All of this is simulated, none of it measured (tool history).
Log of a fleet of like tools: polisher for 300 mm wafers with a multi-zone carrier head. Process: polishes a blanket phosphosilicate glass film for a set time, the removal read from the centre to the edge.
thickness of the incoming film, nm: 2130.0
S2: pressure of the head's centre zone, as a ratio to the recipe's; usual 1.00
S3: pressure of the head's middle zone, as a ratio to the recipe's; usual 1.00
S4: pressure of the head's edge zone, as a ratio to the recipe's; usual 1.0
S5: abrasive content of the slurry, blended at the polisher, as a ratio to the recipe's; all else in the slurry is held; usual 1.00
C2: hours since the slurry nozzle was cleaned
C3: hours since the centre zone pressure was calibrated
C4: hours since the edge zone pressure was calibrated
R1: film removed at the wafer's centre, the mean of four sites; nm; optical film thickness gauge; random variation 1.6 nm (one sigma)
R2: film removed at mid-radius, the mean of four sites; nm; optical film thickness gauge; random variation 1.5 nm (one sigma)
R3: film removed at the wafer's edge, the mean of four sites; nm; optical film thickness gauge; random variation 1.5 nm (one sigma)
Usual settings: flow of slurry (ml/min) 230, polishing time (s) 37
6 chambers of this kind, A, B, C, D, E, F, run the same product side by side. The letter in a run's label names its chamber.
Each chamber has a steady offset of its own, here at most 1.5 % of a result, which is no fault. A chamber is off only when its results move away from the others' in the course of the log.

run 1E hour=3.6 | flow_of_slurry_(ml/min)=230 S2=1.00 S3=1.00 S4=1.0 S5=1.00 polishing_time_(s)=37 | wafers_polished_on_this_pad=261 C2=56.9 C3=634.9 C4=1399.9 | R1=201.78 R2=200.74 R3=198.48
-- hour=6.5 chamber E: edge zone pressure recalibrated
run 2A hour=7.5 | flow_of_slurry_(ml/min)=230 S2=1.00 S3=1.00 S4=1.0 S5=1.00 polishing_time_(s)=37 | wafers_polished_on_this_pad=230 C2=91.3 C3=615.4 C4=146.4 | R1=198.97 R2=198.65 R3=199.42
run 3B hour=11.1 | flow_of_slurry_(ml/min)=230 S2=1.00 S3=1.00 S4=1.0 S5=1.00 polishing_time_(s)=37 | wafers_polished_on_this_pad=549 C2=246.8 C3=328.4 C4=36.1 | R1=201.75 R2=205.83 R3=201.86
run 4C hour=14.5 | flow_of_slurry_(ml/min)=230 S2=1.00 S3=1.00 S4=1.0 S5=1.00 polishing_time_(s)=37 | wafers_polished_on_this_pad=296 C2=180.3 C3=929.7 C4=284.3 | R1=198.67 R2=202.64 R3=197.38
run 5D hour=18.5 | flow_of_slurry_(ml/min)=230 S2=1.00 S3=1.00 S4=1.0 S5=1.00 polishing_time_(s)=37 | wafers_polished_on_this_pad=1394 C2=86.7 C3=1035.5 C4=21.6 | R1=202.90 R2=201.53 R3=200.46
-- hour=18.8 chamber D: worn pad replaced by a new one
-- hour=21.8 chamber B: worn pad replaced by a new one
run 6F hour=26.3 | flow_of_slurry_(ml/min)=195 S2=1.00 S3=1.00 S4=1.0 S5=0.75 polishing_time_(s)=37 | wafers_polished_on_this_pad=470 C2=230.3 C3=160.1 C4=339.4 | R1=166.16 R2=170.96 R3=172.97
run 7A hour=32.4 | flow_of_slurry_(ml/min)=195 S2=1.00 S3=1.00 S4=1.0 S5=0.75 polishing_time_(s)=37 | wafers_polished_on_this_pad=551 C2=116.2 C3=640.3 C4=171.3 | R1=171.12 R2=170.71 R3=172.38
-- hour=35.6 chamber C: worn pad replaced by a new one
run 8F hour=36.7 | flow_of_slurry_(ml/min)=195 S2=1.00 S3=1.00 S4=1.0 S5=0.75 polishing_time_(s)=37 | wafers_polished_on_this_pad=604 C2=240.7 C3=170.5 C4=349.8 | R1=168.92 R2=171.55 R3=171.12
run 9C hour=42.8 | flow_of_slurry_(ml/min)=195 S2=1.00 S3=1.00 S4=1.0 S5=0.75 polishing_time_(s)=37 | wafers_polished_on_this_pad=94 C2=208.6 C3=958.0 C4=312.6 | R1=167.14 R2=171.05 R3=169.85
run 10D hour=47.4 | flow_of_slurry_(ml/min)=195 S2=1.00 S3=1.00 S4=1.0 S5=0.75 polishing_time_(s)=37 | wafers_polished_on_this_pad=369 C2=115.6 C3=1064.4 C4=50.5 | R1=171.37 R2=170.71 R3=171.28
run 11E hour=51.0 | flow_of_slurry_(ml/min)=195 S2=1.00 S3=1.00 S4=1.0 S5=0.75 polishing_time_(s)=37 | wafers_polished_on_this_pad=873 C2=104.3 C3=682.3 C4=44.5 | R1=168.41 R2=168.03 R3=172.54
run 12B hour=56.8 | flow_of_slurry_(ml/min)=230 S2=1.00 S3=1.00 S4=1.0 S5=1.00 polishing_time_(s)=37 | wafers_polished_on_this_pad=451 C2=292.5 C3=374.1 C4=81.8 | R1=203.47 R2=202.68 R3=202.73
run 13A hour=62.0 | flow_of_slurry_(ml/min)=230 S2=1.00 S3=1.00 S4=1.0 S5=1.00 polishing_time_(s)=37 | wafers_polished_on_this_pad=934 C2=145.8 C3=669.9 C4=200.9 | R1=202.36 R2=201.56 R3=201.87
-- hour=62.2 chamber A: worn pad replaced by a new one
run 14F hour=66.5 | flow_of_slurry_(ml/min)=230 S2=1.00 S3=0.92 S4=1.0 S5=1.00 polishing_time_(s)=37 | wafers_polished_on_this_pad=989 C2=270.5 C3=200.3 C4=379.6 | R1=198.30 R2=186.43 R3=203.49
-- hour=66.9 chamber E: worn pad replaced by a new one
run 15C hour=71.6 | flow_of_slurry_(ml/min)=230 S2=1.00 S3=0.92 S4=1.0 S5=1.00 polishing_time_(s)=37 | wafers_polished_on_this_pad=465 C2=237.4 C3=986.8 C4=341.4 | R1=198.09 R2=187.80 R3=200.43
-- hour=77.2 chamber C: worn pad replaced by a new one
run 16E hour=79.3 | flow_of_slurry_(ml/min)=230 S2=1.00 S3=0.92 S4=1.0 S5=1.00 polishing_time_(s)=37 | wafers_polished_on_this_pad=160 C2=132.6 C3=710.6 C4=72.8 | R1=201.31 R2=187.44 R3=201.83
-- hour=81.6 chamber B: worn pad replaced by a new one
run 17B hour=84.4 | flow_of_slurry_(ml/min)=230 S2=1.00 S3=0.92 S4=1.0 S5=1.00 polishing_time_(s)=37 | wafers_polished_on_this_pad=36 C2=320.1 C3=401.7 C4=109.4 | R1=203.25 R2=187.00 R3=200.34
run 18D hour=90.6 | flow_of_slurry_(ml/min)=230 S2=1.00 S3=0.92 S4=1.0 S5=1.00 polishing_time_(s)=37 | wafers_polished_on_this_pad=927 C2=158.8 C3=1107.6 C4=93.7 | R1=201.11 R2=187.70 R3=200.42
run 19E hour=97.7 | flow_of_slurry_(ml/min)=230 S2=1.00 S3=0.92 S4=1.0 S5=1.00 polishing_time_(s)=37 | wafers_polished_on_this_pad=398 C2=151.0 C3=729.0 C4=91.2 | R1=201.57 R2=184.49 R3=200.34
run 20C hour=102.5 | flow_of_slurry_(ml/min)=230 S2=1.00 S3=1.00 S4=1.0 S5=1.00 polishing_time_(s)=37 | wafers_polished_on_this_pad=327 C2=268.3 C3=1017.7 C4=372.3 | R1=199.22 R2=201.50 R3=199.73
-- hour=104.4 chamber F: worn pad replaced by a new one
run 21B hour=109.4 | flow_of_slurry_(ml/min)=230 S2=1.00 S3=1.00 S4=0.9 S5=1.20 polishing_time_(s)=37 | wafers_polished_on_this_pad=359 C2=345.1 C3=426.7 C4=134.4 | R1=220.98 R2=223.13 R3=204.62
run 22D hour=114.7 | flow_of_slurry_(ml/min)=230 S2=1.00 S3=1.00 S4=0.9 S5=1.20 polishing_time_(s)=37 | wafers_polished_on_this_pad=1238 C2=182.9 C3=1131.7 C4=117.8 | R1=221.88 R2=218.16 R3=203.91
-- hour=118.3 chamber D: worn pad replaced by a new one
run 23A hour=121.2 | flow_of_slurry_(ml/min)=230 S2=1.00 S3=1.00 S4=0.9 S5=1.20 polishing_time_(s)=37 | wafers_polished_on_this_pad=761 C2=205.0 C3=729.1 C4=260.1 | R1=213.24 R2=215.87 R3=207.68
-- hour=122.7 chamber C: worn pad replaced by a new one
run 24F hour=128.5 | flow_of_slurry_(ml/min)=230 S2=1.00 S3=1.00 S4=0.9 S5=1.20 polishing_time_(s)=37 | wafers_polished_on_this_pad=311 C2=332.5 C3=262.3 C4=441.6 | R1=215.82 R2=217.17 R3=207.67
-- hour=134.5 chamber D: centre zone pressure recalibrated
run 25C hour=135.5 | flow_of_slurry_(ml/min)=230 S2=1.00 S3=1.00 S4=0.9 S5=1.20 polishing_time_(s)=37 | wafers_polished_on_this_pad=165 C2=301.3 C3=1050.7 C4=405.3 | R1=217.66 R2=217.05 R3=206.36
-- hour=136.3 chamber C: slurry nozzle cleaned
-- hour=137.8 chamber A: worn pad replaced by a new one
run 26E hour=143.0 | flow_of_slurry_(ml/min)=230 S2=1.00 S3=1.00 S4=0.9 S5=1.20 polishing_time_(s)=37 | wafers_polished_on_this_pad=983 C2=196.3 C3=774.3 C4=136.5 | R1=218.41 R2=217.59 R3=203.64
-- hour=147.0 chamber B: worn pad replaced by a new one
-- hour=149.1 chamber E: worn pad replaced by a new one
run 27B hour=150.8 | flow_of_slurry_(ml/min)=230 S2=0.93 S3=0.94 S4=1.0 S5=1.00 polishing_time_(s)=37 | wafers_polished_on_this_pad=49 C2=386.5 C3=468.1 C4=175.8 | R1=186.20 R2=191.45 R3=202.78
run 28F hour=158.5 | flow_of_slurry_(ml/min)=230 S2=0.93 S3=0.94 S4=1.0 S5=1.00 polishing_time_(s)=37 | wafers_polished_on_this_pad=698 C2=362.5 C3=292.3 C4=471.6 | R1=181.71 R2=190.25 R3=201.29
run 29A hour=164.0 | flow_of_slurry_(ml/min)=230 S2=0.93 S3=0.94 S4=1.0 S5=1.00 polishing_time_(s)=37 | wafers_polished_on_this_pad=339 C2=247.8 C3=771.9 C4=302.9 | R1=186.57 R2=188.64 R3=202.54
run 30D hour=170.7 | flow_of_slurry_(ml/min)=230 S2=0.93 S3=0.94 S4=1.0 S5=1.00 polishing_time_(s)=37 | wafers_polished_on_this_pad=676 C2=238.9 C3=36.3 C4=173.8 | R1=201.56 R2=190.47 R3=201.45
-- hour=172.8 chamber C: worn pad replaced by a new one
run 31B hour=176.6 | flow_of_slurry_(ml/min)=230 S2=0.93 S3=0.94 S4=1.0 S5=1.00 polishing_time_(s)=37 | wafers_polished_on_this_pad=382 C2=412.3 C3=493.9 C4=201.6 | R1=185.93 R2=191.04 R3=200.23
run 32C hour=184.4 | flow_of_slurry_(ml/min)=230 S2=0.93 S3=0.94 S4=1.0 S5=1.00 polishing_time_(s)=37 | wafers_polished_on_this_pad=150 C2=48.1 C3=1099.6 C4=454.2 | R1=184.73 R2=189.86 R3=199.25
run 33F hour=190.2 | flow_of_slurry_(ml/min)=230 S2=1.00 S3=1.00 S4=1.0 S5=1.00 polishing_time_(s)=37 | wafers_polished_on_this_pad=1107 C2=394.2 C3=324.0 C4=503.3 | R1=198.43 R2=201.16 R3=201.96
-- hour=190.3 chamber F: edge zone pressure recalibrated
run 34A hour=197.3 | flow_of_slurry_(ml/min)=230 S2=1.00 S3=1.00 S4=1.0 S5=1.00 polishing_time_(s)=37 | wafers_polished_on_this_pad=769 C2=281.1 C3=805.2 C4=336.2 | R1=198.62 R2=203.14 R3=204.09
run 35D hour=204.9 | flow_of_slurry_(ml/min)=230 S2=1.00 S3=1.00 S4=1.0 S5=1.00 polishing_time_(s)=37 | wafers_polished_on_this_pad=1118 C2=273.1 C3=70.5 C4=208.0 | R1=220.63 R2=198.01 R3=197.61
-- hour=209.5 chamber B: worn pad replaced by a new one
-- hour=210.2 chamber F: worn pad replaced by a new one
run 36E hour=211.0 | flow_of_slurry_(ml/min)=230 S2=1.00 S3=1.00 S4=1.0 S5=1.00 polishing_time_(s)=37 | wafers_polished_on_this_pad=799 C2=264.3 C3=842.3 C4=204.5 | R1=203.20 R2=200.20 R3=198.87
-- hour=215.8 chamber A: worn pad replaced by a new one
run 37F hour=217.7 | flow_of_slurry_(ml/min)=280 S2=1.00 S3=1.00 S4=1.0 S5=1.00 polishing_time_(s)=37 | wafers_polished_on_this_pad=97 C2=421.7 C3=351.5 C4=27.4 | R1=206.61 R2=207.20 R3=202.68
-- hour=222.5 chamber D: worn pad replaced by a new one
run 38B hour=224.2 | flow_of_slurry_(ml/min)=280 S2=1.00 S3=1.00 S4=1.0 S5=1.00 polishing_time_(s)=37 | wafers_polished_on_this_pad=190 C2=459.9 C3=541.5 C4=249.2 | R1=208.22 R2=206.20 R3=206.47
-- hour=225.4 chamber A: slurry nozzle cleaned
run 39D hour=231.4 | flow_of_slurry_(ml/min)=280 S2=1.00 S3=1.00 S4=1.0 S5=1.00 polishing_time_(s)=37 | wafers_polished_on_this_pad=114 C2=299.6 C3=97.0 C4=234.5 | R1=225.09 R2=205.80 R3=205.28
run 40A hour=236.1 | flow_of_slurry_(ml/min)=280 S2=1.00 S3=1.00 S4=1.0 S5=1.00 polishing_time_(s)=37 | wafers_polished_on_this_pad=262 C2=10.8 C3=844.0 C4=375.0 | R1=204.96 R2=206.04 R3=205.36

All 6 chambers run these settings next. Forecast each chamber's results:
run 41A hour=241.7 | flow_of_slurry_(ml/min)=230 S2=1.00 S3=1.00 S4=1.0 S5=1.00 polishing_time_(s)=37 | R1=? R2=? R3=?
run 41B hour=241.7 | flow_of_slurry_(ml/min)=230 S2=1.00 S3=1.00 S4=1.0 S5=1.00 polishing_time_(s)=37 | R1=? R2=? R3=?
run 41C hour=241.7 | flow_of_slurry_(ml/min)=230 S2=1.00 S3=1.00 S4=1.0 S5=1.00 polishing_time_(s)=37 | R1=? R2=? R3=?
run 41D hour=241.7 | flow_of_slurry_(ml/min)=230 S2=1.00 S3=1.00 S4=1.0 S5=1.00 polishing_time_(s)=37 | R1=? R2=? R3=?
run 41E hour=241.7 | flow_of_slurry_(ml/min)=230 S2=1.00 S3=1.00 S4=1.0 S5=1.00 polishing_time_(s)=37 | R1=? R2=? R3=?
run 41F hour=241.7 | flow_of_slurry_(ml/min)=230 S2=1.00 S3=1.00 S4=1.0 S5=1.00 polishing_time_(s)=37 | R1=? R2=? R3=?

run=41A R1=198.67 R2=201.95 R3=201.11
run=41B R1=204.34 R2=202.87 R3=199.41
run=41C R1=195.94 R2=198.74 R3=198.67
run=41D R1=218.18 R2=201.68 R3=199.70
run=41E R1=198.85 R2=201.13 R3=199.54
run=41F R1=196.73 R2=200.78 R3=204.58
